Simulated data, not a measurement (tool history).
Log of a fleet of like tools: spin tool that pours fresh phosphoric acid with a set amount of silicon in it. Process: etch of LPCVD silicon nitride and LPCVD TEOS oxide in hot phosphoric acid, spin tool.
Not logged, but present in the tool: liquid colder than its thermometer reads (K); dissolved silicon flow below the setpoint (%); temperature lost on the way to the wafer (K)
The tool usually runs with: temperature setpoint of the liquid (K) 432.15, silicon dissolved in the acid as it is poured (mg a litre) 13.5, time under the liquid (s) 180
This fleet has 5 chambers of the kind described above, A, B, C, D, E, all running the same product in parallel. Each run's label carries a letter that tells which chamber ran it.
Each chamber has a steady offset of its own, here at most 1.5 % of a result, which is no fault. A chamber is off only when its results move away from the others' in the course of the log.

run,hour,temperature setpoint of the liquid (K),silicon dissolved in the acid as it is poured (mg a litre),time under the liquid (s),hours since the thermometer was replaced,hours since the dissolved silicon flow meter was replaced,hours since the heated supply line was repaired,"read-back film thickness of the LPCVD silicon nitride reference wafer, read on the same gauge (nm)","read-back film thickness of the LPCVD TEOS oxide reference wafer, read on the same gauge (nm)",thickness taken off the LPCVD silicon nitride on a monitor wafer (Å),thickness taken off the LPCVD TEOS oxide on a monitor wafer (Å)
1A,5.2,432.15,13.5,180,234.8,318.8,311.7,119.98,129.99,142.010,6.3920
2D,8.7,432.15,13.5,180,224.6,1689.0,1102.8,120.01,129.99,142.040,6.4928
3E,13.9,432.15,13.5,180,587.1,204.2,660.0,119.99,129.98,137.970,6.7160
4B,17.1,432.15,13.5,180,1537.6,506.8,246.7,119.97,130.00,140.720,6.5502
5C,21.6,432.15,13.5,180,2165.9,49.8,1340.1,120.00,129.98,143.140,6.4879
6E,26.3,432.15,13.5,180,599.5,216.6,672.4,119.99,129.99,139.970,6.7034
7D,32.5,432.15,13.5,180,248.4,1712.8,1126.6,120.00,130.00,139.960,6.2405
8B,36.7,432.15,13.5,180,1557.2,526.4,266.3,119.96,129.99,142.340,6.8617
9C,40.6,432.15,13.5,180,2184.9,68.8,1359.1,120.01,130.00,141.130,6.4534
10A,46.1,432.15,13.5,180,275.7,359.7,352.6,120.03,130.00,142.750,6.6468
11B,51.3,431.15,13.5,180,1571.8,541.0,280.9,119.99,130.01,137.080,6.7323
12E,54.7,431.15,13.5,180,627.9,245.0,700.8,120.04,130.00,135.390,6.4218
13C,59.1,431.15,13.5,180,2203.4,87.3,1377.6,119.98,129.99,136.180,6.1307
# hour 61.6: chamber D: dissolved silicon flow meter replaced
14A,64.6,431.15,13.5,180,294.2,378.2,371.1,119.97,130.01,135.970,6.0556
15D,70.8,431.15,13.5,180,286.7,9.3,1164.9,120.02,130.00,136.710,5.7935
16A,75.8,432.15,13.5,125,305.4,389.4,382.3,119.96,129.99,99.595,4.7757
17C,81.5,432.15,13.5,125,2225.8,109.7,1400.0,120.05,130.00,97.975,4.2994
18D,85.7,432.15,13.5,125,301.6,24.2,1179.8,119.99,130.00,96.952,4.2183
19E,88.7,432.15,13.5,125,661.9,279.0,734.8,120.00,130.00,96.765,4.5265
20B,92.3,432.15,13.5,125,1612.8,582.0,321.9,120.00,130.00,98.879,4.6218
21B,96.9,432.15,13.5,180,1617.4,586.6,326.5,119.98,130.01,141.510,6.6018
# hour 99.9: chamber A: dissolved silicon flow meter replaced
22E,102.2,432.15,13.5,180,675.4,292.5,748.3,119.99,129.99,140.400,6.9124
23A,105.2,432.15,13.5,180,334.8,5.4,411.7,120.00,130.00,142.210,6.6705
24D,111.4,432.15,13.5,180,327.3,49.9,1205.5,120.01,129.99,140.290,6.6107
25C,115.4,432.15,13.5,180,2259.7,143.6,1433.9,120.01,130.02,141.900,6.7397
26E,121.2,432.15,13.5,180,694.4,311.5,767.3,119.98,129.98,139.380,6.8640
27B,126.1,432.15,13.5,180,1646.6,615.8,355.7,120.02,130.01,141.770,6.1398
28C,131.1,432.15,13.5,180,2275.4,159.3,1449.6,119.97,130.00,140.580,6.5676
29A,136.9,432.15,13.5,180,366.5,37.1,443.4,119.98,130.01,142.460,6.3867
30D,140.8,432.15,13.5,180,356.7,79.3,1234.9,120.00,130.00,140.210,6.6655
31A,146.2,434.15,13.5,180,375.8,46.4,452.7,119.96,129.98,150.680,7.7395
32E,150.3,434.15,13.5,180,723.5,340.6,796.4,120.03,130.00,148.540,7.1169
33B,153.8,434.15,13.5,180,1674.3,643.5,383.4,119.98,130.01,151.350,8.2214
34C,157.2,434.15,13.5,180,2301.5,185.4,1475.7,120.00,130.01,152.000,8.6178
35D,163.0,434.15,13.5,180,378.9,101.5,1257.1,120.03,130.01,149.200,8.4502
36A,167.3,432.15,13.5,180,396.9,67.5,473.8,120.00,130.00,142.380,7.2513
37E,170.5,432.15,13.5,180,743.7,360.8,816.6,119.97,130.01,139.160,6.3612
38B,173.7,432.15,13.5,180,1694.2,663.4,403.3,120.01,130.00,142.360,7.1857

Each of the 5 chambers runs these same settings next. Fill in every chamber's results:
39A,178.3,432.15,9.5,180,,,,,,?,?
39B,178.3,432.15,9.5,180,,,,,,?,?
39C,178.3,432.15,9.5,180,,,,,,?,?
39D,178.3,432.15,9.5,180,,,,,,?,?
39E,178.3,432.15,9.5,180,,,,,,?,?

run,thickness taken off the LPCVD silicon nitride on a monitor wafer (Å),thickness taken off the LPCVD TEOS oxide on a monitor wafer (Å)
39A,142.830,7.8022
39B,141.170,7.7657
39C,140.480,7.0566
39D,140.000,6.5669
39E,138.320,6.6405
